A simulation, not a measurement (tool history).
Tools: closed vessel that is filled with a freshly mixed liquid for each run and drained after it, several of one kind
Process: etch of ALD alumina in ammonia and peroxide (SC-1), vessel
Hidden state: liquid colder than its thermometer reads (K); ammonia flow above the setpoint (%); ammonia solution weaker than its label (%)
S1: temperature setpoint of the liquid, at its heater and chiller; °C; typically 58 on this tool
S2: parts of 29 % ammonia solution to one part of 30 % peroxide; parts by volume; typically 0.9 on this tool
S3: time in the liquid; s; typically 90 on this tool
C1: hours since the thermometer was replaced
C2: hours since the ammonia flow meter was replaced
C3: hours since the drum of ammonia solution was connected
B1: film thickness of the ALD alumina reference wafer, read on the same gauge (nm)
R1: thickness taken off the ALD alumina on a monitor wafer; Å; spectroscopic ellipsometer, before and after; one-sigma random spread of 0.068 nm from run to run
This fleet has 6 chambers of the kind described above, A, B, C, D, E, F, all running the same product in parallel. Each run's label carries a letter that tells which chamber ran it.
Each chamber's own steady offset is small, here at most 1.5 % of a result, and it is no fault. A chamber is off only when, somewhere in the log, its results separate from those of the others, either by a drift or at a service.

run   hour    S1   S2   S3      C1      C2     C3      B1      R1
 1E    8.3    58  0.9   90   877.7   339.5    672  39.991  72.371
      12.7  -- chamber B: thermometer replaced
 2B   15.4    58  0.9   90     2.8   783.2    214  39.996  72.759
      25.5  -- chamber D: new drum of ammonia solution connected
 3A   25.8    58  0.9   90  2114.2      54  237.8  39.997   71.58
 4F   35.3    58  0.9   90  2262.3  2044.1  100.6  40.023  71.828
 5C   41.1    58  0.9   90   700.9   154.5  376.6  40.009  72.889
 6D   49.1    58  0.9   90   142.7     138   23.6  39.999  73.151
 7E   58.7    58  0.9   90   928.1   389.9  722.4  39.994  72.766
 8B   65.1    58  0.9   90    52.5   832.9  263.7  39.989  71.859
 9F   75.5    58  0.9   90  2302.5  2084.3  140.8  40.011  70.822
10D   84.1    58  0.9   90   177.7     173   58.6  39.975  72.279
11A   91.5    58  0.9   90  2179.9   119.7  303.5  39.985  71.074
12C   98.2    58  0.9   90     758   211.6  433.7  39.978  72.495
13E  108.6    58  0.9   90     978   439.8  772.3  39.999   73.03
     116.4  -- chamber B: ammonia flow meter replaced
14B  118.6    58  0.9   90     106     2.2  317.2  39.985  72.946
15C  128.2    58  0.9   90     788   241.6  463.7  39.993  73.656
16F  133.5    58  0.9   90  2360.5  2142.3  198.8  40.014  70.785
17D  143.2  63.5  0.9  115   236.8   232.1  117.7   40.01  124.25
18A  152.3  63.5  0.9  115  2240.7   180.5  364.3   40.01  123.28
19C  163.3  63.5  0.9  115   823.1   276.7  498.8  40.026  122.53
20E  171.2  63.5  0.9  115  1040.6   502.4  834.9  40.002  123.29
21A  180.3  63.5  0.9  115  2268.7   208.5  392.3  40.014  122.06
22B  189.2  63.5  0.9  115   176.6    72.8  387.8  40.016  122.57
23F  199.3    58  0.9   90  2426.3  2208.1  264.6  39.978   70.05
24D    209    58  0.9   90   302.6   297.9  183.5  40.016  73.238
25C  216.8    58  0.9   90   876.6   330.2  552.3  40.012  72.282
26B  222.4    58  0.9   90   209.8     106    421  39.979  71.426
27F  229.4    58  0.9   90  2456.4  2238.2  294.7  39.999  71.745
28E  239.9    58  0.9   90  1109.3   571.1  903.6  39.996  73.099
29A  246.3    58  0.9   90  2334.7   274.5  458.3  40.007  71.799
       252  -- chamber B: new drum of ammonia solution connected
30D  254.3    58  0.9   90   347.9   343.2  228.8  39.997  73.058
31D  259.6    58  1.2   90   353.2   348.5  234.1  39.983  74.572
32B  269.2    58  1.2   90   256.6   152.8   17.2  40.007  75.928
33F  275.5    58  1.2   90  2502.5  2284.3  340.8  40.002  74.917
34A  281.8    58  1.2   90  2370.2     310  493.8  40.005  71.574
35E    288    58  1.2   90  1157.4   619.2  951.7  39.982  74.036
36C  292.9    58  1.2   90   952.7   406.3  628.4  40.003  74.438
37E  299.8    58  0.9   90  1169.2     631  963.5  40.002  72.501
38F  307.5    58  0.9  130  2534.5  2316.3  372.8  39.969  102.32
39A  316.4    58  0.9  130  2404.8   344.6  528.4   39.98   104.8

One chamber off, gauge drift, or nothing amiss beyond the chambers' own small offsets? If it is a chamber, which one, and what is the likeliest cause?

No chamber stands off beyond its own small offset, and the gauge holds steady.
